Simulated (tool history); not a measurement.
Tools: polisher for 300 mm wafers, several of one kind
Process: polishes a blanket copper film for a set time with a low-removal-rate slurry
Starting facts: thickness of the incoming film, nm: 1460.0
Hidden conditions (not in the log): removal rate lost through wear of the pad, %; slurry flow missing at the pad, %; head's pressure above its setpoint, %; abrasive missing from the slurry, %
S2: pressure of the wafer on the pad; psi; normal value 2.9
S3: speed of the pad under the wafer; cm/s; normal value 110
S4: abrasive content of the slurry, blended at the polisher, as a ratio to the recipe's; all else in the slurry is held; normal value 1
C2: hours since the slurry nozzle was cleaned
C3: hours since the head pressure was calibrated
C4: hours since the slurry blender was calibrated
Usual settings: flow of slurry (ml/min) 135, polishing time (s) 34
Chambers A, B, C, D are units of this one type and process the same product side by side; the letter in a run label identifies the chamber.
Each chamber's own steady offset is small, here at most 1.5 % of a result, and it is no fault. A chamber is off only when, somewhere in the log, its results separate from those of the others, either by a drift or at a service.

Run 1D, day 0.117: usual settings; wafers polished on this pad 503; C2 71.6; C3 142.8; C4 141.8. Result: film removed (angstrom) 900.30.
At day 0.171: chamber B: worn pad replaced by a new one.
Run 2C, day 0.283: usual settings; wafers polished on this pad 227; C2 155.5; C3 950.3; C4 69.9. Result: film removed (angstrom) 915.32.
Run 3B, day 0.479: usual settings; wafers polished on this pad 55; C2 90.7; C3 547.2; C4 272.8. Result: film removed (angstrom) 885.36.
Run 4A, day 0.671: usual settings; wafers polished on this pad 485; C2 126.7; C3 501.4; C4 30.6. Result: film removed (angstrom) 877.40.
Run 5A, day 0.792: usual settings; wafers polished on this pad 506; C2 129.6; C3 504.3; C4 33.5. Result: film removed (angstrom) 876.66.
Run 6C, day 0.912: usual settings; wafers polished on this pad 340; C2 170.6; C3 965.4; C4 85.0. Result: film removed (angstrom) 872.50.
Run 7B, day 1.038: usual settings; wafers polished on this pad 156; C2 104.1; C3 560.6; C4 286.2. Result: film removed (angstrom) 898.51.
Run 8D, day 1.175: usual settings; wafers polished on this pad 694; C2 97.0; C3 168.2; C4 167.2. Result: film removed (angstrom) 893.60.
Run 9B, day 1.325: usual settings but flow of slurry (ml/min) 110, S2 2.0 psi; wafers polished on this pad 208; C2 111.0; C3 567.5; C4 293.1. Result: film removed (angstrom) 585.85.
At day 1.450: chamber D: worn pad replaced by a new one.
Run 10A, day 1.479: usual settings but flow of slurry (ml/min) 110, S2 2.0 psi; wafers polished on this pad 630; C2 146.1; C3 520.8; C4 50.0. Result: film removed (angstrom) 579.36.
Run 11D, day 1.617: usual settings but flow of slurry (ml/min) 110, S2 2.0 psi; wafers polished on this pad 30; C2 107.6; C3 178.8; C4 177.8. Result: film removed (angstrom) 596.75.
Run 12C, day 1.717: usual settings but flow of slurry (ml/min) 110, S2 2.0 psi; wafers polished on this pad 485; C2 189.9; C3 984.7; C4 104.3. Result: film removed (angstrom) 590.85.
Run 13D, day 1.862: usual settings; wafers polished on this pad 74; C2 113.5; C3 184.7; C4 183.7. Result: film removed (angstrom) 896.97.
Run 14A, day 2.033: usual settings; wafers polished on this pad 730; C2 159.4; C3 534.1; C4 63.3. Result: film removed (angstrom) 893.18.
Run 15C, day 2.154: usual settings; wafers polished on this pad 563; C2 200.4; C3 995.2; C4 114.8. Result: film removed (angstrom) 868.96.
Run 16B, day 2.262: usual settings; wafers polished on this pad 376; C2 133.5; C3 590.0; C4 315.6. Result: film removed (angstrom) 900.83.
Run 17C, day 2.450: usual settings; wafers polished on this pad 617; C2 207.5; C3 1002.3; C4 121.9. Result: film removed (angstrom) 873.22.
Run 18D, day 2.575: usual settings; wafers polished on this pad 202; C2 130.6; C3 201.8; C4 200.8. Result: film removed (angstrom) 917.16.
Run 19B, day 2.692: usual settings; wafers polished on this pad 454; C2 143.8; C3 600.3; C4 325.9. Result: film removed (angstrom) 875.29.
Run 20A, day 2.862: usual settings; wafers polished on this pad 879; C2 179.3; C3 554.0; C4 83.2. Result: film removed (angstrom) 877.64.
Run 21A, day 2.996: usual settings; wafers polished on this pad 903; C2 182.5; C3 557.2; C4 86.4. Result: film removed (angstrom) 883.06.
Run 22B, day 3.117: usual settings but S2 2.0 psi; wafers polished on this pad 530; C2 154.0; C3 610.5; C4 336.1. Result: film removed (angstrom) 606.22.
Run 23D, day 3.317: usual settings but S2 2.0 psi; wafers polished on this pad 336; C2 148.4; C3 219.6; C4 218.6. Result: film removed (angstrom) 611.34.
Run 24C, day 3.408: usual settings but S2 2.0 psi; wafers polished on this pad 789; C2 230.5; C3 1025.3; C4 144.9. Result: film removed (angstrom) 573.65.
Run 25C, day 3.588: usual settings but S2 2.0 psi; wafers polished on this pad 821; C2 234.8; C3 1029.6; C4 149.2. Result: film removed (angstrom) 585.61.
Run 26A, day 3.696: usual settings; wafers polished on this pad 1029; C2 199.3; C3 574.0; C4 103.2. Result: film removed (angstrom) 879.32.

Which is it: a chamber that has drifted or been left off by a service, a gauge drift common to all chambers, or only each chamber's usual small offset? If a chamber is off, name it and its likeliest cause.

One chamber, C, drifts off from the rest bit by bit.
Likeliest cause: abrasive missing from the slurry, % = 36.5.
It could be hard to tell apart here from: removal rate lost through wear of the pad, %; slurry flow missing at the pad, %; head's pressure below its setpoint, %.

Here are 4 candidates for chamber C's next run, each the usual settings with a change, their results left as question marks. Which one brings its results back in line with what the others give on the usual settings?
In-line tolerance around the mean of the other chambers on the usual settings: film removed (angstrom) 43.00
Run 27C-1, day 3.850: usual settings but S2 3.1 psi, S3 116 cm/s, polishing time (s) 36. Result: film removed (angstrom) ?.
Run 27C-2, day 3.850: usual settings but S2 3.0 psi, S3 112 cm/s, polishing time (s) 35. Result: film removed (angstrom) ?.
Run 27C-3, day 3.850: usual settings but S3 92 cm/s. Result: film removed (angstrom) ?.
Run 27C-4, day 3.850: usual settings but S3 102 cm/s. Result: film removed (angstrom) ?.

On the usual settings, the other chambers give on average: film removed (angstrom) 888.21
  run  film removed (angstrom)
27C-1                   977.34
27C-2                   887.74
27C-3                   685.25
27C-4                   759.32
27C-2 puts the chamber back in line with the other chambers.

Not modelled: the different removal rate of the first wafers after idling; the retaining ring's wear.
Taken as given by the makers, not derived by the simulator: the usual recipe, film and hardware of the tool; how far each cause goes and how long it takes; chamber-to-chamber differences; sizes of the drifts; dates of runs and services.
